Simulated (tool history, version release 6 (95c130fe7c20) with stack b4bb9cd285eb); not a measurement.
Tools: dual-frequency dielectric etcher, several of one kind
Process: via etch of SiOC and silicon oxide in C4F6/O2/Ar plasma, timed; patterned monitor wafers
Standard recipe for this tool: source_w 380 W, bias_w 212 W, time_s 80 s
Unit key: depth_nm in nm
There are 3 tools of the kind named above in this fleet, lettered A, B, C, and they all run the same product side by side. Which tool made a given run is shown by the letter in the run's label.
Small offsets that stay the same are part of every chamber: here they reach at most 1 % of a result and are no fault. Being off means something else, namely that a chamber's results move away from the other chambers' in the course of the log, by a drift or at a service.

run    day  source_w  bias_w  time_s  hours since the last wet clean  hours since the last source power generator calibration  hours since the last bias power generator calibration  read-back reference wafer on the same gauge, depth_nm  depth_nm
 1C  0.233       380     212      80                           418.6                                                   2318.3                                                 1960.5                                                 111.30    94.171
 2B  0.467       380     212      80                           176.6                                                   1683.8                                                 1967.1                                                 111.24    93.802
 3A  0.708       380     212      80                           363.5                                                   2351.6                                                 1564.4                                                 111.20    94.327
 4C  1.021       380     212      80                           437.5                                                   2337.2                                                 1979.4                                                 111.30    94.424
 5A  1.325       380     212      80                           378.3                                                   2366.4                                                 1579.2                                                 111.27    94.322
 6B  1.496       380     175      80                           201.3                                                   1708.5                                                 1991.8                                                 111.28    87.760
 7B  1.654       380     175      80                           205.1                                                   1712.3                                                 1995.6                                                 111.23    87.891
 8A  1.854       380     175      80                           391.0                                                   2379.1                                                 1591.9                                                 111.29    88.433
 9C  2.017       380     212      80                           461.4                                                   2361.1                                                 2003.3                                                 111.40    94.541
10C  2.338       380     212      80                           469.1                                                   2368.8                                                 2011.0                                                 111.24    95.022
11A  2.500       380     212      80                           406.5                                                   2394.6                                                 1607.4                                                 111.20    95.023
12B  2.662       380     212      80                           229.3                                                   1736.5                                                 2019.8                                                 111.32    93.911
13A  2.867       380     212      80                           415.3                                                   2403.4                                                 1616.2                                                 111.38    94.529
14C  3.121       380     212      80                           487.9                                                   2387.6                                                 2029.8                                                 111.22    94.050
15B  3.429       380     212      80                           247.7                                                   1754.9                                                 2038.2                                                 111.31    93.774
16B  3.688       380     212      80                           253.9                                                   1761.1                                                 2044.4                                                 111.30    93.452
17C  3.892       380     212      80                           506.4                                                   2406.1                                                 2048.3                                                 111.41    94.364
18A  4.154       450     181      80                           446.2                                                   2434.3                                                 1647.1                                                 111.32    95.860
19C  4.333       450     181      80                           517.0                                                   2416.7                                                 2058.9                                                 111.35    95.441
20B  4.546       450     181      80                           274.5                                                   1781.7                                                 2065.0                                                 111.28    95.087
21A  4.829       380     212      80                           462.4                                                   2450.5                                                 1663.3                                                 111.23    95.705
22A  5.133       380     212      80                           469.7                                                   2457.8                                                 1670.6                                                 111.28    94.636
23C  5.358       380     212      80                           541.6                                                   2441.3                                                 2083.5                                                 111.25    94.525
24B  5.592       380     212      80                           299.6                                                   1806.8                                                 2090.1                                                 111.46    93.870
25B  5.908       430     196      80                           307.2                                                   1814.4                                                 2097.7                                                 111.27    96.000
26A  6.188       430     196      80                           495.0                                                   2483.1                                                 1695.9                                                 111.34    97.135
27C  6.433       430     196      80                           567.4                                                   2467.1                                                 2109.3                                                 111.29    96.461
28C  6.725       380     232     103                           574.4                                                   2474.1                                                 2116.3                                                 111.21   125.770
29A  7.038       380     232     103                           515.4                                                   2503.5                                                 1716.3                                                 111.28   127.440

Each of the 3 chambers runs these same settings next. Fill in every chamber's results:
30A  7.279       310     212      80                                                                                                                                                                                                                ?
30B  7.279       310     212      80                                                                                                                                                                                                                ?
30C  7.279       310     212      80                                                                                                                                                                                                                ?

run  depth_nm
30A    89.154
30B    86.296
30C    87.191
